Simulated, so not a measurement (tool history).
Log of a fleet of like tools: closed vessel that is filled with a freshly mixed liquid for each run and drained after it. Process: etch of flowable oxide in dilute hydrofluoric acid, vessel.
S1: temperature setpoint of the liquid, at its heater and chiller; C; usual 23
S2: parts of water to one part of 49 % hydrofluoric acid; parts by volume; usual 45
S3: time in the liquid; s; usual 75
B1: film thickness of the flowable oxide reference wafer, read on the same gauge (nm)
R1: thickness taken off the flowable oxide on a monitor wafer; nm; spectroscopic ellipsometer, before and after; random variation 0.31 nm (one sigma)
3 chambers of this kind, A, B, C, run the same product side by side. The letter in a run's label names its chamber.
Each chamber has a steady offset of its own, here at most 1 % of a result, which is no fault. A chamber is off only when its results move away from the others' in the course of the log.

{"run": "1B", "hour": 7.6, "S1": 23, "S2": 45, "S3": 75, "B1": 80.006, "R1": 35.073}
{"run": "2C", "hour": 16.3, "S1": 23, "S2": 45, "S3": 75, "B1": 80.01, "R1": 35.648}
{"run": "3A", "hour": 28.7, "S1": 23, "S2": 45, "S3": 75, "B1": 79.999, "R1": 35.423}
{"run": "4B", "hour": 41.1, "S1": 23, "S2": 45, "S3": 75, "B1": 79.989, "R1": 34.844}
{"run": "5C", "hour": 49.8, "S1": 23, "S2": 45, "S3": 75, "B1": 80.012, "R1": 35.763}
{"run": "6A", "hour": 61.2, "S1": 23, "S2": 45, "S3": 75, "B1": 79.981, "R1": 34.875}
{"run": "7C", "hour": 74.5, "S1": 23, "S2": 45, "S3": 75, "B1": 80.004, "R1": 35.383}
{"run": "8B", "hour": 82.4, "S1": 23, "S2": 45, "S3": 75, "B1": 79.978, "R1": 35.228}
{"run": "9A", "hour": 98.1, "S1": 23, "S2": 45, "S3": 75, "B1": 80.015, "R1": 35.619}
{"run": "10B", "hour": 105.8, "S1": 23, "S2": 45, "S3": 75, "B1": 79.98, "R1": 35.548}
{"run": "11C", "hour": 119.0, "S1": 23, "S2": 45, "S3": 75, "B1": 79.976, "R1": 35.522}
{"run": "12A", "hour": 127.9, "S1": 24.5, "S2": 45, "S3": 75, "B1": 79.998, "R1": 37.734}
{"run": "13A", "hour": 136.5, "S1": 24.5, "S2": 45, "S3": 75, "B1": 80.009, "R1": 37.648}
{"run": "14B", "hour": 150.4, "S1": 24.5, "S2": 45, "S3": 75, "B1": 80.009, "R1": 37.094}
{"run": "15C", "hour": 162.6, "S1": 23, "S2": 45, "S3": 75, "B1": 79.995, "R1": 35.624}
{"run": "16C", "hour": 177.0, "S1": 23, "S2": 45, "S3": 75, "B1": 79.984, "R1": 35.66}
{"run": "17B", "hour": 189.5, "S1": 23, "S2": 45, "S3": 75, "B1": 80.006, "R1": 35.01}
{"run": "18A", "hour": 205.7, "S1": 18.5, "S2": 45, "S3": 75, "B1": 80.008, "R1": 29.629}
{"run": "19A", "hour": 215.1, "S1": 18.5, "S2": 45, "S3": 75, "B1": 79.996, "R1": 29.328}
{"hour": 225.1, "done": "chamber B: hydrofluoric acid flow meter replaced"}
{"run": "20B", "hour": 225.9, "S1": 18.5, "S2": 45, "S3": 75, "B1": 79.99, "R1": 29.413}
{"run": "21C", "hour": 236.8, "S1": 27, "S2": 45, "S3": 75, "B1": 79.978, "R1": 41.664}
{"run": "22B", "hour": 252.5, "S1": 27, "S2": 45, "S3": 75, "B1": 79.988, "R1": 41.707}

All 3 chambers run these settings next. Forecast each chamber's results:
{"run": "23A", "hour": 264.3, "S1": 23, "S2": 45, "S3": 75, "R1": "?"}
{"run": "23B", "hour": 264.3, "S1": 23, "S2": 45, "S3": 75, "R1": "?"}
{"run": "23C", "hour": 264.3, "S1": 23, "S2": 45, "S3": 75, "R1": "?"}

run=23A R1=35.576
run=23B R1=35.609
run=23C R1=35.434
